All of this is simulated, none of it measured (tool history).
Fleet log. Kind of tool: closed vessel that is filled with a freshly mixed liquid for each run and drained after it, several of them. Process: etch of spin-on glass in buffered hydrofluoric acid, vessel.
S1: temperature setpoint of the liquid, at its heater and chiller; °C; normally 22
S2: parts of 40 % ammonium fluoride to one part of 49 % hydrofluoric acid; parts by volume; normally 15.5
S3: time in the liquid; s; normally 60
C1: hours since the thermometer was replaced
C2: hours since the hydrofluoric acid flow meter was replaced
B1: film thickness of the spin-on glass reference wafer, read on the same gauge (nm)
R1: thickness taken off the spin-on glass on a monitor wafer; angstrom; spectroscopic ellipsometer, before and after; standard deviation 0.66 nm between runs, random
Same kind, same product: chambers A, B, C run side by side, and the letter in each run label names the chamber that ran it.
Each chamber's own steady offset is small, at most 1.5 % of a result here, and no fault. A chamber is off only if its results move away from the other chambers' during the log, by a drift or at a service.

run 1A hour=3.9 | S1=22 S2=15.5 S3=60 | C1=224.3 C2=1523.4 | B1=69.977 | R1=648.17
run 2C hour=6.9 | S1=22 S2=15.5 S3=60 | C1=258.1 C2=1990.7 | B1=70.011 | R1=649.86
run 3B hour=11 | S1=22 S2=15.5 S3=60 | C1=1436.4 C2=1322.8 | B1=69.965 | R1=660.39
run 4A hour=15.6 | S1=22 S2=15.5 S3=60 | C1=236 C2=1535.1 | B1=69.998 | R1=647.07
run 5C hour=18.7 | S1=22 S2=15.5 S3=60 | C1=269.9 C2=2002.5 | B1=70.029 | R1=664.57
run 6B hour=23 | S1=22 S2=15.5 S3=60 | C1=1448.4 C2=1334.8 | B1=69.965 | R1=662.99
run 7B hour=26.9 | S1=22 S2=15.5 S3=60 | C1=1452.3 C2=1338.7 | B1=70 | R1=662.51
run 8C hour=30.8 | S1=22 S2=15.5 S3=60 | C1=282 C2=2014.6 | B1=69.999 | R1=657.44
run 9A hour=35 | S1=22 S2=15.5 S3=60 | C1=255.4 C2=1554.5 | B1=70.034 | R1=649.27
run 10C hour=39.1 | S1=24 S2=15.5 S3=60 | C1=290.3 C2=2022.9 | B1=70.017 | R1=730.88
run 11A hour=43.5 | S1=24 S2=15.5 S3=60 | C1=263.9 C2=1563 | B1=70.01 | R1=745.05
run 12B hour=49.6 | S1=24 S2=15.5 S3=60 | C1=1475 C2=1361.4 | B1=70.005 | R1=737.65
run 13B hour=55.4 | S1=22 S2=15.5 S3=60 | C1=1480.8 C2=1367.2 | B1=70.02 | R1=670.89
run 14C hour=60.9 | S1=22 S2=15.5 S3=60 | C1=312.1 C2=2044.7 | B1=69.997 | R1=660.58
run 15A hour=64.7 | S1=24.5 S2=12.5 S3=60 | C1=285.1 C2=1584.2 | B1=70.024 | R1=935.96
run 16B hour=69.4 | S1=24.5 S2=12.5 S3=60 | C1=1494.8 C2=1381.2 | B1=70.037 | R1=951.9
run 17A hour=76.1 | S1=24.5 S2=12.5 S3=60 | C1=296.5 C2=1595.6 | B1=70.027 | R1=914.45
run 18C hour=81.2 | S1=22 S2=15.5 S3=60 | C1=332.4 C2=2065 | B1=70.002 | R1=652.03
run 19B hour=85.5 | S1=22 S2=15.5 S3=60 | C1=1510.9 C2=1397.3 | B1=69.997 | R1=664.38
run 20C hour=91.8 | S1=22 S2=15.5 S3=60 | C1=343 C2=2075.6 | B1=70.005 | R1=645.75
run 21A hour=97.3 | S1=24.5 S2=15.5 S3=70 | C1=317.7 C2=1616.8 | B1=70.023 | R1=878.03
run 22C hour=101.6 | S1=24.5 S2=15.5 S3=70 | C1=352.8 C2=2085.4 | B1=70.002 | R1=889.28
run 23B hour=107.8 | S1=24.5 S2=15.5 S3=70 | C1=1533.2 C2=1419.6 | B1=69.99 | R1=894.6
run 24A hour=114.7 | S1=22 S2=15.5 S3=60 | C1=335.1 C2=1634.2 | B1=70.002 | R1=658.19
run 25A hour=119.1 | S1=22 S2=15.5 S3=60 | C1=339.5 C2=1638.6 | B1=69.997 | R1=651.37
run 26C hour=122.2 | S1=22 S2=15.5 S3=60 | C1=373.4 C2=2106 | B1=70.028 | R1=640.87
run 27B hour=126 | S1=22 S2=15.5 S3=60 | C1=1551.4 C2=1437.8 | B1=69.978 | R1=674.34
run 28B hour=132.2 | S1=22 S2=15.5 S3=60 | C1=1557.6 C2=1444 | B1=69.985 | R1=674.85
run 29C hour=138.6 | S1=22 S2=15.5 S3=60 | C1=389.8 C2=2122.4 | B1=69.972 | R1=647.32
run 30A hour=144.7 | S1=22 S2=15.5 S3=60 | C1=365.1 C2=1664.2 | B1=69.977 | R1=653.01
run 31A hour=148.9 | S1=22 S2=15.5 S3=60 | C1=369.3 C2=1668.4 | B1=70.039 | R1=655.73
run 32C hour=152.9 | S1=22 S2=15.5 S3=60 | C1=404.1 C2=2136.7 | B1=69.998 | R1=645.09
run 33B hour=158.3 | S1=22 S2=15.5 S3=60 | C1=1583.7 C2=1470.1 | B1=70.017 | R1=681.84
run 34B hour=164.3 | S1=22 S2=15.5 S3=60 | C1=1589.7 C2=1476.1 | B1=70.012 | R1=685.71
run 35C hour=168.9 | S1=17.5 S2=13.5 S3=60 | C1=420.1 C2=2152.7 | B1=70.01 | R1=581.92
run 36A hour=173 | S1=17.5 S2=13.5 S3=60 | C1=393.4 C2=1692.5 | B1=69.984 | R1=574.21
run 37C hour=177 | S1=17.5 S2=13.5 S3=60 | C1=428.2 C2=2160.8 | B1=70 | R1=584.98
-- hour=177.1 chamber B: hydrofluoric acid flow meter replaced
run 38A hour=182 | S1=22 S2=15.5 S3=60 | C1=402.4 C2=1701.5 | B1=69.98 | R1=651.09
run 39B hour=185.6 | S1=22 S2=15.5 S3=60 | C1=1611 C2=8.6 | B1=70.009 | R1=694.85
run 40B hour=191.3 | S1=22 S2=15.5 S3=60 | C1=1616.7 C2=14.3 | B1=69.976 | R1=690

Decide between three cases: one chamber stands off from its peers, the gauge reading all wafers drifts, or nothing is wrong past each chamber's small offset. Where a chamber is off, say which and what most likely put it there.

Little by little, chamber B moves away from the other chambers.
Likeliest cause: liquid hotter than its thermometer reads (K) = 0.976.

Below are 4 candidate recipes for chamber B's next run, each the usual settings with a change, their results shown as question marks. Which of them brings B's results back in line with what the other chambers give on the usual settings?
In-line tolerance around the mean of the other chambers on the usual settings: R1 23 angstrom
run 41B-1 hour=196.2 | S1=22 S2=16 S3=55 | R1=?
run 41B-2 hour=196.2 | S1=22 S2=16.5 S3=60 | R1=?
run 41B-3 hour=196.2 | S1=22.5 S2=15 S3=60 | R1=?
run 41B-4 hour=196.2 | S1=22.5 S2=15 S3=65 | R1=?

Usual-settings mean across the other chambers: R1 653.61 angstrom
run=41B-1 R1=615.44
run=41B-2 R1=651.09
run=41B-3 R1=736.04
run=41B-4 R1=797.38
Change 41B-2 lands the chamber within the allowed miss of the other chambers.
